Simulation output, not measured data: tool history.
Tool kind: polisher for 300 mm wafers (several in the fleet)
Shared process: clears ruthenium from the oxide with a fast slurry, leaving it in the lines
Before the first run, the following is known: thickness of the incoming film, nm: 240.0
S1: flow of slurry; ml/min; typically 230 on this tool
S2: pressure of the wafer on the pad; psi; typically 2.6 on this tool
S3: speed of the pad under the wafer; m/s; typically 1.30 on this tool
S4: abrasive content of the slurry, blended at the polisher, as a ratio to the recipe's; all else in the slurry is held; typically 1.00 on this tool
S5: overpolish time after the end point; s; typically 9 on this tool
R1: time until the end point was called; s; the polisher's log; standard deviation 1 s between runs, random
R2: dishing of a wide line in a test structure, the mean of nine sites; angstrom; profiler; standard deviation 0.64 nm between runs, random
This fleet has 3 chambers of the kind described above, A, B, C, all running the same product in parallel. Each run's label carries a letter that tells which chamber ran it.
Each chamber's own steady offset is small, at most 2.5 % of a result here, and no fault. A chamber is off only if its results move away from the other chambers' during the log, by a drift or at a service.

| run | hour | S1 | S2 | S3 | S4 | S5 | R1 | R2 |
|---|---|---|---|---|---|---|---|---|
| 1C | 7.5 | 230 | 2.6 | 1.30 | 1.00 | 9 | 58.524 | 259.23 |
| 2B | 15.8 | 230 | 2.6 | 1.30 | 1.00 | 9 | 58.481 | 257.73 |
| 3A | 23.0 | 230 | 2.6 | 1.30 | 1.00 | 9 | 58.320 | 263.49 |
| 4C | 29.0 | 230 | 2.6 | 1.30 | 1.00 | 9 | 57.813 | 260.30 |
| 5A | 38.5 | 230 | 2.6 | 1.30 | 1.00 | 9 | 59.592 | 269.78 |
|  | 39.1 | chamber C: worn pad replaced by a new one |
|  | 42.6 | chamber B: worn pad replaced by a new one |
| 6B | 43.0 | 230 | 2.6 | 1.30 | 1.00 | 9 | 57.914 | 270.20 |
|  | 46.9 | chamber A: worn pad replaced by a new one |
| 7C | 52.1 | 230 | 2.6 | 1.04 | 1.15 | 9 | 72.472 | 220.09 |
| 8A | 59.3 | 230 | 2.6 | 1.04 | 1.15 | 9 | 66.674 | 238.70 |
|  | 69.1 | chamber C: head pressure recalibrated |
| 9B | 69.1 | 230 | 2.6 | 1.04 | 1.15 | 9 | 67.468 | 238.43 |
|  | 73.7 | chamber C: worn pad replaced by a new one |
| 10B | 74.9 | 230 | 2.6 | 1.30 | 1.00 | 9 | 60.079 | 255.10 |
| 11C | 79.7 | 230 | 2.6 | 1.30 | 1.00 | 9 | 59.363 | 250.67 |
| 12A | 85.2 | 230 | 2.6 | 1.30 | 1.00 | 9 | 58.826 | 274.92 |
|  | 88.1 | chamber C: slurry nozzle cleaned |
| 13C | 93.6 | 230 | 2.6 | 1.30 | 1.00 | 9 | 64.152 | 252.83 |
|  | 94.8 | chamber A: slurry nozzle cleaned |
| 14B | 98.1 | 230 | 2.6 | 1.30 | 1.00 | 9 | 58.871 | 264.22 |
|  | 104.2 | chamber A: slurry blender recalibrated |
| 15A | 107.0 | 230 | 2.6 | 1.30 | 1.00 | 9 | 58.735 | 272.73 |
|  | 108.2 | chamber C: worn pad replaced by a new one |
|  | 113.1 | chamber B: worn pad replaced by a new one |
| 16C | 116.0 | 230 | 2.6 | 1.30 | 1.00 | 9 | 61.771 | 248.17 |
| 17B | 124.7 | 195 | 2.6 | 1.30 | 0.80 | 9 | 65.928 | 236.25 |
|  | 125.5 | chamber A: worn pad replaced by a new one |
| 18A | 130.2 | 195 | 2.6 | 1.30 | 0.80 | 9 | 67.329 | 249.19 |
| 19B | 135.0 | 195 | 2.6 | 1.30 | 0.80 | 9 | 66.150 | 230.04 |
| 20C | 139.7 | 230 | 2.6 | 1.30 | 1.00 | 9 | 67.970 | 238.66 |
|  | 147.5 | chamber C: worn pad replaced by a new one |
| 21A | 149.4 | 230 | 2.6 | 1.30 | 1.00 | 9 | 58.473 | 273.62 |
| 22C | 157.8 | 230 | 2.6 | 1.30 | 1.00 | 9 | 68.982 | 234.72 |
| 23B | 163.4 | 230 | 2.6 | 1.30 | 1.00 | 9 | 57.654 | 256.85 |

Predict what each chamber gives when all 3 of them run the settings below next.
| 24A | 170.6 | 230 | 2.6 | 1.30 | 1.00 | 7 | ? | ? |
| 24B | 170.6 | 230 | 2.6 | 1.30 | 1.00 | 7 | ? | ? |
| 24C | 170.6 | 230 | 2.6 | 1.30 | 1.00 | 7 | ? | ? |

| run | R1 | R2 |
|---|---|---|
| 24A | 59.563 | 215.68 |
| 24B | 58.151 | 212.82 |
| 24C | 69.929 | 186.23 |
